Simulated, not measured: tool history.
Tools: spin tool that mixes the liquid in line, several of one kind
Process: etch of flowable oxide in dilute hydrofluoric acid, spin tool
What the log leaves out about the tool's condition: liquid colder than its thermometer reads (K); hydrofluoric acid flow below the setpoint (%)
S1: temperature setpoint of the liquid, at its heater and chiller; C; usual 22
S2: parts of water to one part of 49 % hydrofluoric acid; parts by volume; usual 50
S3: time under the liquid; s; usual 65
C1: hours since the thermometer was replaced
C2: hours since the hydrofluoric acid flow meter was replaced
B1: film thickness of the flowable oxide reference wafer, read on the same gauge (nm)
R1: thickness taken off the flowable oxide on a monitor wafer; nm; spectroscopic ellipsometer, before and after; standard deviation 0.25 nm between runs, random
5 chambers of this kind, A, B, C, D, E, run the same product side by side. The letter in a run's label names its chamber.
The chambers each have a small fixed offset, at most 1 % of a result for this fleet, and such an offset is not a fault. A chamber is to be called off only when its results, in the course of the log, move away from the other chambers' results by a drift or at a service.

Run 1D, day 0.150: usual settings; C1 1374.1; C2 384.0; B1 150.05. Result: R1 54.264 nm.
Run 2A, day 0.321: usual settings; C1 2251.7; C2 166.4; B1 149.98. Result: R1 53.910 nm.
Run 3B, day 0.488: usual settings; C1 2401.9; C2 120.5; B1 150.03. Result: R1 53.827 nm.
Run 4E, day 0.750: usual settings; C1 1919.8; C2 1088.5; B1 149.95. Result: R1 53.559 nm.
At day 0.804: chamber A: thermometer replaced.
Run 5C, day 0.917: usual settings; C1 414.2; C2 158.1; B1 150.02. Result: R1 54.048 nm.
Run 6C, day 1.188: usual settings; C1 420.7; C2 164.6; B1 150.01. Result: R1 53.993 nm.
Run 7E, day 1.483: usual settings; C1 1937.4; C2 1106.1; B1 149.97. Result: R1 52.980 nm.
Run 8B, day 1.658: usual settings; C1 2430.0; C2 148.6; B1 150.01. Result: R1 53.870 nm.
Run 9D, day 1.879: usual settings; C1 1415.6; C2 425.5; B1 149.98. Result: R1 53.771 nm.
Run 10A, day 2.125: usual settings; C1 31.7; C2 209.7; B1 149.96. Result: R1 54.393 nm.
Run 11E, day 2.429: usual settings; C1 1960.1; C2 1128.8; B1 150.04. Result: R1 54.045 nm.
Run 12B, day 2.683: usual settings but S3 85 s; C1 2454.6; C2 173.2; B1 149.98. Result: R1 70.512 nm.
Run 13D, day 2.838: usual settings but S3 85 s; C1 1438.6; C2 448.5; B1 150.03. Result: R1 70.508 nm.
At day 2.929: chamber B: thermometer replaced.
Run 14A, day 3.071: usual settings but S3 85 s; C1 54.4; C2 232.4; B1 150.05. Result: R1 71.358 nm.
Run 15C, day 3.329: usual settings but S3 85 s; C1 472.1; C2 216.0; B1 150.03. Result: R1 70.920 nm.
Run 16C, day 3.471: usual settings but S3 85 s; C1 475.5; C2 219.4; B1 149.98. Result: R1 70.199 nm.
Run 17A, day 3.692: usual settings; C1 69.3; C2 247.3; B1 149.97. Result: R1 54.294 nm.
Run 18D, day 3.875: usual settings; C1 1463.5; C2 473.4; B1 150.03. Result: R1 53.263 nm.
Run 19B, day 4.138: usual settings; C1 29.1; C2 208.1; B1 149.96. Result: R1 53.994 nm.
Run 20E, day 4.425: usual settings; C1 2008.0; C2 1176.7; B1 149.99. Result: R1 53.720 nm.
Run 21B, day 4.662: usual settings; C1 41.7; C2 220.7; B1 150.00. Result: R1 53.492 nm.
Run 22A, day 4.871: usual settings; C1 97.6; C2 275.6; B1 150.00. Result: R1 54.393 nm.
Run 23E, day 5.154: usual settings; C1 2025.5; C2 1194.2; B1 150.02. Result: R1 53.270 nm.
Run 24C, day 5.354: usual settings; C1 520.7; C2 264.6; B1 150.00. Result: R1 54.473 nm.
Run 25D, day 5.650: usual settings; C1 1506.1; C2 516.0; B1 149.97. Result: R1 52.161 nm.
Run 26D, day 5.838: usual settings; C1 1510.6; C2 520.5; B1 149.99. Result: R1 51.888 nm.
Run 27A, day 6.088: usual settings; C1 126.8; C2 304.8; B1 150.03. Result: R1 54.419 nm.
Run 28E, day 6.375: usual settings; C1 2054.8; C2 1223.5; B1 150.03. Result: R1 53.449 nm.
Run 29B, day 6.575: usual settings; C1 87.6; C2 266.6; B1 149.93. Result: R1 53.423 nm.
Run 30C, day 6.825: usual settings; C1 556.0; C2 299.9; B1 150.01. Result: R1 53.689 nm.
Run 31C, day 6.996: usual settings; C1 560.1; C2 304.0; B1 150.02. Result: R1 53.982 nm.
Run 32D, day 7.242: usual settings; C1 1544.3; C2 554.2; B1 150.02. Result: R1 51.142 nm.
Run 33A, day 7.446: usual settings; C1 159.4; C2 337.4; B1 150.01. Result: R1 54.536 nm.
Run 34E, day 7.638: usual settings; C1 2085.1; C2 1253.8; B1 149.99. Result: R1 53.322 nm.

All chambers now run identical settings, listed one chamber a line with results as question marks. What results will each chamber show?
Run 35A, day 7.854: usual settings. Result: R1 ?.
Run 35B, day 7.854: usual settings. Result: R1 ?.
Run 35C, day 7.854: usual settings. Result: R1 ?.
Run 35D, day 7.854: usual settings. Result: R1 ?.
Run 35E, day 7.854: usual settings. Result: R1 ?.

run      R1
35A  54.552
35B  53.731
35C  54.163
35D  50.194
35E  53.528

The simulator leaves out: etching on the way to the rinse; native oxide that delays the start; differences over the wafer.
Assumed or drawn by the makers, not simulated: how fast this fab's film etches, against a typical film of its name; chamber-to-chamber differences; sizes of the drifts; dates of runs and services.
